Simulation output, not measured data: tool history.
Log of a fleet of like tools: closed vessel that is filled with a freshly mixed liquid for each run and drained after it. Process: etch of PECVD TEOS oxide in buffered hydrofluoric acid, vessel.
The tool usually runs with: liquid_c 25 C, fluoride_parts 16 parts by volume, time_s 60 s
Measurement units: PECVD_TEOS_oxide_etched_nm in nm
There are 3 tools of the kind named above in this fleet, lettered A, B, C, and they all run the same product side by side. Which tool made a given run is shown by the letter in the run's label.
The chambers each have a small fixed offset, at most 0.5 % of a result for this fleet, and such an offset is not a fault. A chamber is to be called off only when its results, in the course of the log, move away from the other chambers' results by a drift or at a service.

| run | hour | liquid_c | fluoride_parts | time_s | hours since the thermometer was replaced | hours since the hydrofluoric acid flow meter was replaced | read-back film thickness of the PECVD TEOS oxide reference wafer, read on the same gauge (nm) | PECVD_TEOS_oxide_etched_nm |
|---|---|---|---|---|---|---|---|---|
| 1C | 10.1 | 25 | 16 | 60 | 38 | 447.7 | 139.99 | 127.6 |
| 2B | 18.4 | 25 | 16 | 60 | 2436.9 | 589.9 | 140.03 | 127.71 |
| 3A | 27.4 | 25 | 16 | 60 | 492.8 | 91.4 | 139.97 | 127.22 |
| 4A | 33.3 | 25 | 16 | 60 | 498.7 | 97.3 | 139.98 | 127.03 |
| 5C | 40.7 | 25 | 21.5 | 60 | 68.6 | 478.3 | 139.99 | 96.979 |
| 6B | 47.7 | 25 | 21.5 | 60 | 2466.2 | 619.2 | 140.01 | 97.094 |
| 7C | 58.8 | 25 | 21.5 | 60 | 86.7 | 496.4 | 140 | 97.347 |
| 8A | 65.5 | 25 | 16 | 60 | 530.9 | 129.5 | 140.04 | 126.21 |
| 9B | 75.5 | 25 | 16 | 30 | 2494 | 647 | 139.96 | 63.512 |
| 10B | 81.4 | 25 | 16 | 30 | 2499.9 | 652.9 | 140.01 | 63.846 |
| 11C | 87.7 | 25 | 16 | 30 | 115.6 | 525.3 | 140.04 | 63.716 |
| 12A | 96 | 25 | 16 | 60 | 561.4 | 160 | 140 | 127.81 |
| 13C | 103.3 | 25 | 16 | 60 | 131.2 | 540.9 | 140 | 126.95 |
| 14B | 115.5 | 25 | 16 | 60 | 2534 | 687 | 140 | 128.16 |
| 15A | 128.2 | 25 | 18.5 | 80 | 593.6 | 192.2 | 140.02 | 147.09 |
| 16B | 138.5 | 25 | 18.5 | 80 | 2557 | 710 | 139.98 | 147.59 |
| 17A | 146.3 | 25 | 18.5 | 80 | 611.7 | 210.3 | 140.03 | 147.21 |
| 18C | 158.8 | 25 | 16 | 60 | 186.7 | 596.4 | 139.98 | 126.94 |
|  | 167.7 | chamber A: thermometer replaced |
| 19A | 171.8 | 28 | 16 | 60 | 4.2 | 235.8 | 140.01 | 149.54 |
|  | 180.3 | chamber B: thermometer replaced |
| 20C | 180.6 | 28 | 16 | 60 | 208.5 | 618.2 | 140 | 149.6 |
| 21B | 190.1 | 28 | 16 | 60 | 9.9 | 761.6 | 139.98 | 150.16 |
| 22A | 197.3 | 25 | 16 | 60 | 29.7 | 261.3 | 140.01 | 127.04 |
| 23B | 207.3 | 25 | 16 | 60 | 27.1 | 778.8 | 140.04 | 127.38 |
| 24C | 215.8 | 25 | 16 | 60 | 243.7 | 653.4 | 139.99 | 127.15 |
| 25A | 228.7 | 25 | 16 | 60 | 61.1 | 292.7 | 139.97 | 127.43 |
|  | 231.9 | chamber B: hydrofluoric acid flow meter replaced |
| 26C | 237.9 | 25 | 16 | 60 | 265.8 | 675.5 | 140.03 | 128.35 |
| 27B | 244.2 | 25 | 16 | 60 | 64 | 12.3 | 139.95 | 127.68 |
| 28C | 251.6 | 25 | 16 | 60 | 279.5 | 689.2 | 139.99 | 127.84 |
| 29B | 263.9 | 25 | 16 | 60 | 83.7 | 32 | 139.95 | 128.54 |
| 30A | 271.4 | 25 | 16 | 60 | 103.8 | 335.4 | 139.98 | 127.53 |

All chambers now run identical settings, listed one chamber a line with results as question marks. What results will each chamber show?
| 31A | 280.9 | 29.5 | 16 | 60 |  |  |  | ? |
| 31B | 280.9 | 29.5 | 16 | 60 |  |  |  | ? |
| 31C | 280.9 | 29.5 | 16 | 60 |  |  |  | ? |

| run | PECVD_TEOS_oxide_etched_nm |
|---|---|
| 31A | 162.64 |
| 31B | 163.6 |
| 31C | 163.9 |

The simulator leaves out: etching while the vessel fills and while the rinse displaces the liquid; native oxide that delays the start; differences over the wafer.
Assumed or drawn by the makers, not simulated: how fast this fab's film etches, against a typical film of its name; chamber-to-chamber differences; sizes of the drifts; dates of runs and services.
